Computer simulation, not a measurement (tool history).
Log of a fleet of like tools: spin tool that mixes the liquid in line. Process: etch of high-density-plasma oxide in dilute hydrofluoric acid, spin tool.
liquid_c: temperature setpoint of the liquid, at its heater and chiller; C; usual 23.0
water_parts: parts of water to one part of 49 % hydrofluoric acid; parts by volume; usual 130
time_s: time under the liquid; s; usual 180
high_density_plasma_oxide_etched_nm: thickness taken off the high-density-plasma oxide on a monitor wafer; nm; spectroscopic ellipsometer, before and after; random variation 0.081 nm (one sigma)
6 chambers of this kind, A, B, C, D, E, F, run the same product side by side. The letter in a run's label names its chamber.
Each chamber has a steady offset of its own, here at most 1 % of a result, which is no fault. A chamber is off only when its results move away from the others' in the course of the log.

run   hour  liquid_c  water_parts  time_s  read-back film thickness of the high-density-plasma oxide reference wafer, read on the same gauge (nm)  high_density_plasma_oxide_etched_nm
 1F    8.0      23.0          130     180                                                                                                  110.00                              14.4340
 2A   19.7      23.0          130     180                                                                                                  110.02                              14.4850
 3B   29.4      23.0          130     180                                                                                                  110.02                              14.3530
 4D   41.3      23.0          130     180                                                                                                  110.03                              14.2790
 5E   51.4      23.0          130     180                                                                                                  110.00                              14.3270
 6C   63.8      23.0          130     180                                                                                                  109.93                              14.5240
 7A   73.1      23.0           95     180                                                                                                  109.95                              20.6850
 8F   81.9      23.0           95     180                                                                                                  110.05                              21.0130
 9C   90.1      23.0           95     180                                                                                                  110.02                              20.2760
10D   98.5      23.0           95     180                                                                                                  109.99                              20.5160
     103.1  -- chamber F: hydrofluoric acid flow meter replaced
11E  113.2      23.0           95     180                                                                                                  110.03                              20.3940
12B  122.4      23.0           95     180                                                                                                  110.03                              20.4230
13D  132.7      21.5          130     265                                                                                                  109.98                              19.8780
14E  140.0      21.5          130     265                                                                                                  109.98                              19.8040
15A  149.9      21.5          130     265                                                                                                  109.97                              20.0310
     163.4  -- chamber E: hydrofluoric acid flow meter replaced
16F  165.6      21.5          130     265                                                                                                  109.96                              20.1790
17B  175.7      21.5          130     265                                                                                                  109.99                              20.2650
18C  189.3      21.5          130     265                                                                                                  109.96                              19.9610
     202.1  -- chamber A: thermometer replaced
19C  203.7      23.0          130     180                                                                                                  109.98                              14.3020
20A  211.4      23.0          130     180                                                                                                  110.00                              14.3260
     222.4  -- chamber B: thermometer replaced
21B  223.1      20.0          185     180                                                                                                  109.98                               8.7922
22F  238.2      20.0          185     180                                                                                                  109.97                               8.5441
23E  248.3      20.0          185     180                                                                                                  110.02                               8.3986
24D  255.2      20.0          185     180                                                                                                  110.02                               8.3444
25C  270.5      20.0          185     180                                                                                                  110.01                               8.4845
26B  282.2      20.0          185     180                                                                                                  110.01                               8.9084
27F  293.5      23.0          130     180                                                                                                  110.03                              14.4160
28A  306.4      23.0          130     180                                                                                                  110.00                              14.6000
29D  316.8      23.0          130     180                                                                                                  110.00                              14.2250
     319.6  -- chamber C: hydrofluoric acid flow meter replaced
30E  332.5      23.0          130     180                                                                                                  109.98                              14.2610
31C  345.5      23.0          130     180                                                                                                  110.03                              14.2640
32A  356.6      21.0          130     180                                                                                                  109.96                              13.4130
33F  367.6      21.0          130     180                                                                                                  110.00                              13.2320
34D  378.1      21.0          130     180                                                                                                  109.98                              13.3320
35E  393.6      21.0          130     180                                                                                                  109.99                              13.2900
36B  406.6      21.0          130     180                                                                                                  110.02                              14.4140
37D  413.5      21.0          130     180                                                                                                  110.01                              13.0350
38A  420.3      26.0          130     180                                                                                                  110.00                              16.2540

All 6 chambers run these settings next. Forecast each chamber's results:
39A  431.7      23.0          105     180                                                                                                                                            ?
39B  431.7      23.0          105     180                                                                                                                                            ?
39C  431.7      23.0          105     180                                                                                                                                            ?
39D  431.7      23.0          105     180                                                                                                                                            ?
39E  431.7      23.0          105     180                                                                                                                                            ?
39F  431.7      23.0          105     180                                                                                                                                            ?

run  high_density_plasma_oxide_etched_nm
39A                              18.5670
39B                              20.0310
39C                              18.1170
39D                              18.3260
39E                              18.2710
39F                              18.3980

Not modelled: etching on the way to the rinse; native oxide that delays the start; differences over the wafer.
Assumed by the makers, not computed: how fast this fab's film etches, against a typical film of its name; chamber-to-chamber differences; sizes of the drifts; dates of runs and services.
